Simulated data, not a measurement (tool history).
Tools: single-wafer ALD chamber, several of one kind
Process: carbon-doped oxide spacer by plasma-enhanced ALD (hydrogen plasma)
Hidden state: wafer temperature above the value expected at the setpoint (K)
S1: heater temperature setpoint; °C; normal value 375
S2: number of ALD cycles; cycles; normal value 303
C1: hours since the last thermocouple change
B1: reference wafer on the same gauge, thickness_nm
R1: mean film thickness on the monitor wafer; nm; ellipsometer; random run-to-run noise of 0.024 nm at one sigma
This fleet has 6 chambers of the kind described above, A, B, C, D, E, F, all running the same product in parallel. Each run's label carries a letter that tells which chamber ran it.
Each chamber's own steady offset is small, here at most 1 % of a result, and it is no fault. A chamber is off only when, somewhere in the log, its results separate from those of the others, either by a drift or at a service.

{"run": "1F", "hour": 8.9, "S1": 375, "S2": 303, "C1": 216.6, "B1": 13.906, "R1": 15.167}
{"run": "2D", "hour": 14.9, "S1": 375, "S2": 303, "C1": 674.4, "B1": 13.904, "R1": 15.132}
{"run": "3E", "hour": 22.0, "S1": 375, "S2": 303, "C1": 979.6, "B1": 13.897, "R1": 15.073}
{"run": "4B", "hour": 30.8, "S1": 375, "S2": 303, "C1": 367.8, "B1": 13.906, "R1": 15.217}
{"run": "5A", "hour": 44.1, "S1": 375, "S2": 303, "C1": 153.8, "B1": 13.914, "R1": 15.203}
{"run": "6C", "hour": 53.1, "S1": 375, "S2": 303, "C1": 1158.9, "B1": 13.91, "R1": 15.132}
{"hour": 59.6, "done": "chamber C: thermocouple changed; heater temperature recalibrated"}
{"run": "7F", "hour": 62.4, "S1": 375, "S2": 303, "C1": 270.1, "B1": 13.913, "R1": 15.142}
{"run": "8A", "hour": 69.0, "S1": 375, "S2": 303, "C1": 178.7, "B1": 13.908, "R1": 15.203}
{"run": "9B", "hour": 79.2, "S1": 375, "S2": 303, "C1": 416.2, "B1": 13.917, "R1": 15.176}
{"run": "10D", "hour": 90.9, "S1": 375, "S2": 303, "C1": 750.4, "B1": 13.919, "R1": 15.178}
{"run": "11C", "hour": 100.7, "S1": 384, "S2": 303, "C1": 41.2, "B1": 13.92, "R1": 15.191}
{"run": "12E", "hour": 110.7, "S1": 384, "S2": 303, "C1": 1068.3, "B1": 13.926, "R1": 15.071}
{"run": "13D", "hour": 118.3, "S1": 384, "S2": 303, "C1": 777.8, "B1": 13.932, "R1": 15.193}
{"run": "14F", "hour": 129.9, "S1": 384, "S2": 303, "C1": 337.6, "B1": 13.924, "R1": 15.218}
{"run": "15E", "hour": 142.5, "S1": 384, "S2": 303, "C1": 1100.1, "B1": 13.927, "R1": 15.135}
{"run": "16C", "hour": 150.2, "S1": 384, "S2": 303, "C1": 90.7, "B1": 13.928, "R1": 15.172}
{"run": "17B", "hour": 161.9, "S1": 375, "S2": 303, "C1": 498.9, "B1": 13.927, "R1": 15.254}
{"run": "18A", "hour": 173.6, "S1": 375, "S2": 303, "C1": 283.3, "B1": 13.934, "R1": 15.222}
{"run": "19B", "hour": 186.2, "S1": 375, "S2": 303, "C1": 523.2, "B1": 13.935, "R1": 15.239}
{"run": "20F", "hour": 192.4, "S1": 375, "S2": 303, "C1": 400.1, "B1": 13.944, "R1": 15.208}
{"run": "21A", "hour": 205.0, "S1": 375, "S2": 303, "C1": 314.7, "B1": 13.943, "R1": 15.218}
{"run": "22D", "hour": 213.2, "S1": 375, "S2": 303, "C1": 872.7, "B1": 13.946, "R1": 15.189}
{"run": "23C", "hour": 223.5, "S1": 375, "S2": 303, "C1": 164, "B1": 13.947, "R1": 15.18}
{"run": "24E", "hour": 231.8, "S1": 375, "S2": 303, "C1": 1189.4, "B1": 13.951, "R1": 15.142}
{"run": "25F", "hour": 240.9, "S1": 375, "S2": 303, "C1": 448.6, "B1": 13.951, "R1": 15.235}
{"run": "26E", "hour": 253.9, "S1": 375, "S2": 303, "C1": 1211.5, "B1": 13.958, "R1": 15.11}
{"run": "27B", "hour": 265.9, "S1": 375, "S2": 303, "C1": 602.9, "B1": 13.956, "R1": 15.296}
{"run": "28D", "hour": 276.4, "S1": 375, "S2": 303, "C1": 935.9, "B1": 13.961, "R1": 15.228}
{"run": "29A", "hour": 284.2, "S1": 383, "S2": 303, "C1": 393.9, "B1": 13.959, "R1": 15.262}
{"run": "30C", "hour": 292.7, "S1": 383, "S2": 303, "C1": 233.2, "B1": 13.958, "R1": 15.213}
{"run": "31C", "hour": 299.9, "S1": 383, "S2": 303, "C1": 240.4, "B1": 13.958, "R1": 15.216}
{"run": "32F", "hour": 306.8, "S1": 383, "S2": 303, "C1": 514.5, "B1": 13.959, "R1": 15.235}
{"run": "33E", "hour": 314.9, "S1": 383, "S2": 303, "C1": 1272.5, "B1": 13.972, "R1": 15.14}
{"hour": 324.0, "done": "chamber E: thermocouple changed; heater temperature recalibrated"}
{"run": "34A", "hour": 326.5, "S1": 383, "S2": 303, "C1": 436.2, "B1": 13.963, "R1": 15.242}
{"run": "35B", "hour": 336.1, "S1": 375, "S2": 303, "C1": 673.1, "B1": 13.969, "R1": 15.259}
{"run": "36D", "hour": 342.4, "S1": 375, "S2": 303, "C1": 1001.9, "B1": 13.971, "R1": 15.184}
{"run": "37D", "hour": 356.0, "S1": 375, "S2": 273, "C1": 1015.5, "B1": 13.969, "R1": 13.701}
{"run": "38C", "hour": 364.9, "S1": 375, "S2": 273, "C1": 305.4, "B1": 13.975, "R1": 13.684}
{"run": "39E", "hour": 375.1, "S1": 375, "S2": 273, "C1": 51.1, "B1": 13.975, "R1": 13.662}
{"run": "40B", "hour": 383.8, "S1": 375, "S2": 273, "C1": 720.8, "B1": 13.98, "R1": 13.724}
{"run": "41F", "hour": 392.0, "S1": 375, "S2": 273, "C1": 599.7, "B1": 13.975, "R1": 13.782}
{"run": "42A", "hour": 401.9, "S1": 375, "S2": 273, "C1": 511.6, "B1": 13.983, "R1": 13.777}
{"run": "43D", "hour": 413.8, "S1": 375, "S2": 303, "C1": 1073.3, "B1": 13.982, "R1": 15.212}
{"run": "44B", "hour": 426.7, "S1": 375, "S2": 303, "C1": 763.7, "B1": 13.991, "R1": 15.287}

Which is it: a chamber that has drifted or been left off by a service, a gauge drift common to all chambers, or only each chamber's usual small offset? If a chamber is off, name it and its likeliest cause.

The shared gauge is drifting. All chambers look as if they move in step, but none is off.
What lies behind it: gauge reads high (%) = 0.649.

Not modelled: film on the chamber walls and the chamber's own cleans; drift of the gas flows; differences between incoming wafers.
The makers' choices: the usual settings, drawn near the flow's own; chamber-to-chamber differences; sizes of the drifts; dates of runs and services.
